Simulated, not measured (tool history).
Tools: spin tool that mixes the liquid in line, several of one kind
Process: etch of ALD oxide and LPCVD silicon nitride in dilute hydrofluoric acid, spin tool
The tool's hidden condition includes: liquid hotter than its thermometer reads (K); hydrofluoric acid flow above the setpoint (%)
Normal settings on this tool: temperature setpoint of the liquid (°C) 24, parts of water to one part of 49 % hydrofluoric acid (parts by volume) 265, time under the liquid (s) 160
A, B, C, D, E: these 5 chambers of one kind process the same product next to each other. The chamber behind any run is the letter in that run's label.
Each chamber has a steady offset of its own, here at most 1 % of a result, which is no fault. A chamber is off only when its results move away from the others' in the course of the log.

run	hour	temperature setpoint of the liquid (°C)	parts of water to one part of 49 % hydrofluoric acid (parts by volume)	time under the liquid (s)	hours since the thermometer was replaced	hours since the hydrofluoric acid flow meter was replaced	read-back film thickness of the ALD oxide reference wafer, read on the same gauge (nm)	read-back film thickness of the LPCVD silicon nitride reference wafer, read on the same gauge (nm)	thickness taken off the ALD oxide on a monitor wafer (Å)	thickness taken off the LPCVD silicon nitride on a monitor wafer (Å)
1D	10.5	24	265	160	172.3	434.1	59.988	29.975	112.65	3.0405
2E	18.8	24	265	160	1567.3	1148.8	60.005	30.032	111.81	3.6596
3C	28.6	24	265	160	204.3	540.4	59.998	29.987	114.86	3.5588
4A	35.2	24	265	160	291.3	308.8	60.022	30	115.79	3.2789
5B	48.3	24	265	160	2198	800.6	60.025	29.977	115.67	3.0578
6A	57.9	24	265	160	314	331.5	60.021	29.998	113.66	2.4061
7D	64.4	24	265	160	226.2	488	59.979	29.983	114.31	3.1523
8E	72.8	24	265	160	1621.3	1202.8	59.975	30.046	114.82	3.4582
9C	79.8	24	265	160	255.5	591.6	60.022	30.02	113.39	3.0889
10B	89	24	265	160	2238.7	841.3	59.994	29.982	115.41	3.27
11E	101.9	21.5	265	80	1650.4	1231.9	59.982	30.035	52.087	1.4042
12B	114.6	21.5	265	80	2264.3	866.9	59.985	30.034	52.446	1.6312
13D	127.8	21.5	265	80	289.6	551.4	60.019	29.967	52.21	1.5422
14A	138.7	21.5	265	80	394.8	412.3	60.001	29.998	52.191	1.4397
15C	148.1	21.5	265	80	323.8	659.9	60	30.028	53.45	1.7527
16C	160.3	24	265	160	336	672.1	59.985	30.019	117.48	3.5166
17A	172.2	24	265	160	428.3	445.8	59.993	30	112.66	3.2174
18B	185.1	24	265	160	2334.8	937.4	60.015	30.03	115.63	3.9223
19D	193.9	24	265	160	355.7	617.5	60.023	30.023	112.29	3.2185
20E	204.2	24	265	160	1752.7	1334.2	59.973	30.038	115.03	3.3623
# hour 212.2: chamber A: hydrofluoric acid flow meter replaced
21A	215.4	24	265	160	471.5	3.2	60.019	29.996	113.48	3.022
22C	228.6	24	265	160	404.3	740.4	59.985	29.98	120.43	3.4551
23B	239.5	24	265	160	2389.2	991.8	60.005	30.009	116.12	3.9939
24E	248.8	24	265	160	1797.3	1378.8	60.002	29.983	113.49	3.359
25D	255.2	24	265	160	417	678.8	60.019	30.025	113.27	3.1326
26B	264.3	24	265	160	2414	1016.6	60.013	29.979	115.34	3.3946
27C	272.7	24	265	160	448.4	784.5	59.997	30.008	121.47	3.8021
28E	280.9	24	265	160	1829.4	1410.9	60.015	29.989	114.8	3.6883
29D	291.9	24	265	160	453.7	715.5	60.005	30.001	112.53	3.6458
30A	297.8	24	265	160	553.9	85.6	59.987	30.012	113.63	3.353
31B	308.2	24	265	160	2457.9	1060.5	60	29.992	114.7	2.9519
32E	320.2	24	265	160	1868.7	1450.2	59.986	29.979	113.16	2.4463
33A	328.4	24	265	160	584.5	116.2	60.004	29.983	112.75	3.5378
34D	339.4	24	265	160	501.2	763	59.989	30.009	113.14	3.2134
35C	347.5	24	265	160	523.2	859.3	59.99	29.988	124.28	3.3568
36B	360.1	24	265	160	2509.8	1112.4	59.974	30.003	115.32	3.0372
37E	371.2	24	265	160	1919.7	1501.2	60.003	30.005	113.31	3.7439
38A	381.8	24	145	190	637.9	169.6	60.001	29.974	281.95	7.7841
39C	392	24	145	190	567.7	903.8	60.021	30.03	305.91	6.9648

One chamber off, gauge drift, or nothing amiss beyond the chambers' own small offsets? If it is a chamber, which one, and what is the likeliest cause?

Little by little, chamber C moves away from the other chambers.
Likeliest cause: hydrofluoric acid flow above the setpoint (%) = 8.58.

Here are 4 candidates for chamber C's next run, each the usual settings with a change, their results left as question marks. Which one brings its results back in line with what the others give on the usual settings?
A result is in line if it is within this distance of the other chambers' mean on the usual settings: thickness taken off the ALD oxide on a monitor wafer (Å) 3.4; thickness taken off the LPCVD silicon nitride on a monitor wafer (Å) 1.2
40C-1	401.6	24	250	165					?	?
40C-2	401.6	24	260	160					?	?
40C-3	401.6	24	275	160					?	?
40C-4	401.6	24.5	285	155					?	?

On the usual settings, the other chambers give on average: thickness taken off the ALD oxide on a monitor wafer (Å) 114.09; thickness taken off the LPCVD silicon nitride on a monitor wafer (Å) 3.3685
run	thickness taken off the ALD oxide on a monitor wafer (Å)	thickness taken off the LPCVD silicon nitride on a monitor wafer (Å)
40C-1	140.81	4.116
40C-2	130.03	3.8391
40C-3	121.2	3.6314
40C-4	114.29	3.504
Change 40C-4 lands the chamber within the allowed miss of the other chambers.
